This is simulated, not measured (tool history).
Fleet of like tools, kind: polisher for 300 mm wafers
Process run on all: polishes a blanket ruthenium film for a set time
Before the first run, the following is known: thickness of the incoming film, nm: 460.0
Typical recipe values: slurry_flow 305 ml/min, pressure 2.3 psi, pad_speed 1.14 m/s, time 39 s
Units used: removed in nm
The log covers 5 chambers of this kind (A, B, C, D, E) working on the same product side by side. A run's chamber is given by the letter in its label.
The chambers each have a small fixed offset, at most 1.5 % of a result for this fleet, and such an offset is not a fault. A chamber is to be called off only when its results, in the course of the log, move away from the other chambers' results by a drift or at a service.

{"run": "1A", "hour": 4.7, "slurry_flow": 305, "pressure": 2.3, "pad_speed": 1.14, "time": 39, "removed": 60.912}
{"hour": 8.5, "done": "chamber C: worn pad replaced by a new one"}
{"run": "2D", "hour": 11.5, "slurry_flow": 305, "pressure": 2.3, "pad_speed": 1.14, "time": 39, "removed": 62.609}
{"run": "3E", "hour": 17.0, "slurry_flow": 305, "pressure": 2.3, "pad_speed": 1.14, "time": 39, "removed": 60.478}
{"run": "4C", "hour": 26.7, "slurry_flow": 305, "pressure": 2.3, "pad_speed": 1.14, "time": 39, "removed": 58.809}
{"run": "5B", "hour": 31.9, "slurry_flow": 305, "pressure": 2.3, "pad_speed": 1.14, "time": 39, "removed": 61.361}
{"run": "6C", "hour": 39.1, "slurry_flow": 305, "pressure": 2.3, "pad_speed": 1.14, "time": 39, "removed": 60.362}
{"hour": 42.0, "done": "chamber A: head pressure recalibrated"}
{"run": "7A", "hour": 46.0, "slurry_flow": 305, "pressure": 2.9, "pad_speed": 0.84, "time": 39, "removed": 55.478}
{"run": "8E", "hour": 50.7, "slurry_flow": 305, "pressure": 2.9, "pad_speed": 0.84, "time": 39, "removed": 57.242}
{"run": "9B", "hour": 57.5, "slurry_flow": 305, "pressure": 2.9, "pad_speed": 0.84, "time": 39, "removed": 56.855}
{"hour": 62.0, "done": "chamber D: worn pad replaced by a new one"}
{"hour": 62.8, "done": "chamber A: worn pad replaced by a new one"}
{"run": "10D", "hour": 66.0, "slurry_flow": 305, "pressure": 2.9, "pad_speed": 0.84, "time": 39, "removed": 57.566}
{"run": "11A", "hour": 71.3, "slurry_flow": 305, "pressure": 2.9, "pad_speed": 0.84, "time": 39, "removed": 56.661}
{"hour": 78.1, "done": "chamber E: worn pad replaced by a new one"}
{"run": "12D", "hour": 81.1, "slurry_flow": 265, "pressure": 2.3, "pad_speed": 1.14, "time": 29, "removed": 44.616}
{"hour": 81.8, "done": "chamber E: slurry nozzle cleaned"}
{"run": "13E", "hour": 89.5, "slurry_flow": 265, "pressure": 2.3, "pad_speed": 1.14, "time": 29, "removed": 45.023}
{"hour": 91.6, "done": "chamber C: worn pad replaced by a new one"}
{"hour": 93.8, "done": "chamber B: worn pad replaced by a new one"}
{"run": "14B", "hour": 98.7, "slurry_flow": 265, "pressure": 2.3, "pad_speed": 1.14, "time": 29, "removed": 44.336}
{"run": "15C", "hour": 104.5, "slurry_flow": 265, "pressure": 2.3, "pad_speed": 1.14, "time": 29, "removed": 44.425}
{"run": "16D", "hour": 114.0, "slurry_flow": 265, "pressure": 2.3, "pad_speed": 1.14, "time": 29, "removed": 45.219}
{"hour": 119.6, "done": "chamber C: slurry nozzle cleaned"}
{"run": "17C", "hour": 121.2, "slurry_flow": 305, "pressure": 2.3, "pad_speed": 1.14, "time": 39, "removed": 60.409}
{"run": "18E", "hour": 130.9, "slurry_flow": 305, "pressure": 2.3, "pad_speed": 1.14, "time": 39, "removed": 60.707}
{"hour": 139.8, "done": "chamber D: worn pad replaced by a new one"}
{"run": "19A", "hour": 140.5, "slurry_flow": 305, "pressure": 2.3, "pad_speed": 1.14, "time": 39, "removed": 60.806}
{"run": "20B", "hour": 145.1, "slurry_flow": 305, "pressure": 2.3, "pad_speed": 1.14, "time": 39, "removed": 61.194}
{"run": "21E", "hour": 153.8, "slurry_flow": 305, "pressure": 2.3, "pad_speed": 1.14, "time": 39, "removed": 62.152}
{"run": "22B", "hour": 159.6, "slurry_flow": 305, "pressure": 2.3, "pad_speed": 1.14, "time": 39, "removed": 60.609}
{"run": "23A", "hour": 167.6, "slurry_flow": 380, "pressure": 2.3, "pad_speed": 1.14, "time": 39, "removed": 60.836}
{"run": "24D", "hour": 173.7, "slurry_flow": 380, "pressure": 2.3, "pad_speed": 1.14, "time": 39, "removed": 62.819}
{"run": "25C", "hour": 182.5, "slurry_flow": 380, "pressure": 2.3, "pad_speed": 1.14, "time": 39, "removed": 60.846}
{"hour": 186.9, "done": "chamber B: head pressure recalibrated"}
{"hour": 190.4, "done": "chamber D: head pressure recalibrated"}
{"hour": 190.5, "done": "chamber C: worn pad replaced by a new one"}
{"run": "26A", "hour": 192.9, "slurry_flow": 380, "pressure": 2.3, "pad_speed": 1.14, "time": 39, "removed": 61.171}
{"run": "27E", "hour": 197.6, "slurry_flow": 380, "pressure": 2.3, "pad_speed": 1.14, "time": 39, "removed": 62.561}
{"hour": 198.2, "done": "chamber A: slurry nozzle cleaned"}
{"run": "28D", "hour": 208.1, "slurry_flow": 305, "pressure": 2.3, "pad_speed": 1.14, "time": 39, "removed": 61.01}
{"hour": 211.1, "done": "chamber E: worn pad replaced by a new one"}
{"hour": 211.7, "done": "chamber D: worn pad replaced by a new one"}
{"hour": 211.7, "done": "chamber A: worn pad replaced by a new one"}
{"run": "29B", "hour": 212.9, "slurry_flow": 305, "pressure": 2.3, "pad_speed": 1.14, "time": 46, "removed": 75.671}
{"run": "30C", "hour": 217.8, "slurry_flow": 305, "pressure": 2.3, "pad_speed": 1.14, "time": 46, "removed": 70.642}
{"run": "31E", "hour": 228.3, "slurry_flow": 305, "pressure": 2.3, "pad_speed": 1.14, "time": 46, "removed": 73.799}
{"run": "32C", "hour": 236.9, "slurry_flow": 305, "pressure": 2.3, "pad_speed": 1.14, "time": 46, "removed": 71.259}
{"run": "33D", "hour": 245.2, "slurry_flow": 305, "pressure": 2.3, "pad_speed": 1.14, "time": 46, "removed": 72.706}
{"run": "34B", "hour": 255.1, "slurry_flow": 305, "pressure": 2.3, "pad_speed": 1.14, "time": 39, "removed": 66.641}
{"run": "35A", "hour": 263.5, "slurry_flow": 305, "pressure": 2.3, "pad_speed": 1.14, "time": 39, "removed": 60.751}
{"run": "36C", "hour": 273.9, "slurry_flow": 305, "pressure": 2.3, "pad_speed": 1.14, "time": 39, "removed": 60.629}
{"hour": 277.2, "done": "chamber D: worn pad replaced by a new one"}
{"run": "37E", "hour": 281.1, "slurry_flow": 305, "pressure": 2.3, "pad_speed": 1.14, "time": 39, "removed": 61.667}
{"run": "38D", "hour": 291.1, "slurry_flow": 305, "pressure": 2.3, "pad_speed": 1.14, "time": 39, "removed": 61.431}
{"hour": 299.1, "done": "chamber B: worn pad replaced by a new one"}
{"run": "39B", "hour": 300.9, "slurry_flow": 305, "pressure": 2.3, "pad_speed": 1.14, "time": 39, "removed": 66.612}

One chamber off, gauge drift, or nothing amiss beyond the chambers' own small offsets? If it is a chamber, which one, and what is the likeliest cause?

A service left chamber B off against the others.
What lies behind it: head's pressure above its setpoint, % = 8.53.

Which of the 4 candidates below, each the usual settings with something changed and its results left as question marks, puts chamber B back in line with what the other chambers give on the usual settings?
In line means no further than this from the other chambers' mean on the usual settings: removed 2.200 nm
{"run": "40B-1", "hour": 308.6, "slurry_flow": 305, "pressure": 2.4, "pad_speed": 1.18, "time": 39, "removed": "?"}
{"run": "40B-2", "hour": 308.6, "slurry_flow": 305, "pressure": 2.3, "pad_speed": 1.14, "time": 46, "removed": "?"}
{"run": "40B-3", "hour": 308.6, "slurry_flow": 305, "pressure": 2.3, "pad_speed": 1.14, "time": 33, "removed": "?"}
{"run": "40B-4", "hour": 308.6, "slurry_flow": 305, "pressure": 2.3, "pad_speed": 1.04, "time": 39, "removed": "?"}

The other chambers' mean on the usual settings: removed 60.614 nm
run=40B-1 removed=71.320
run=40B-2 removed=77.795
run=40B-3 removed=55.810
run=40B-4 removed=60.084
It is 40B-4 that realigns the chamber with its peers.
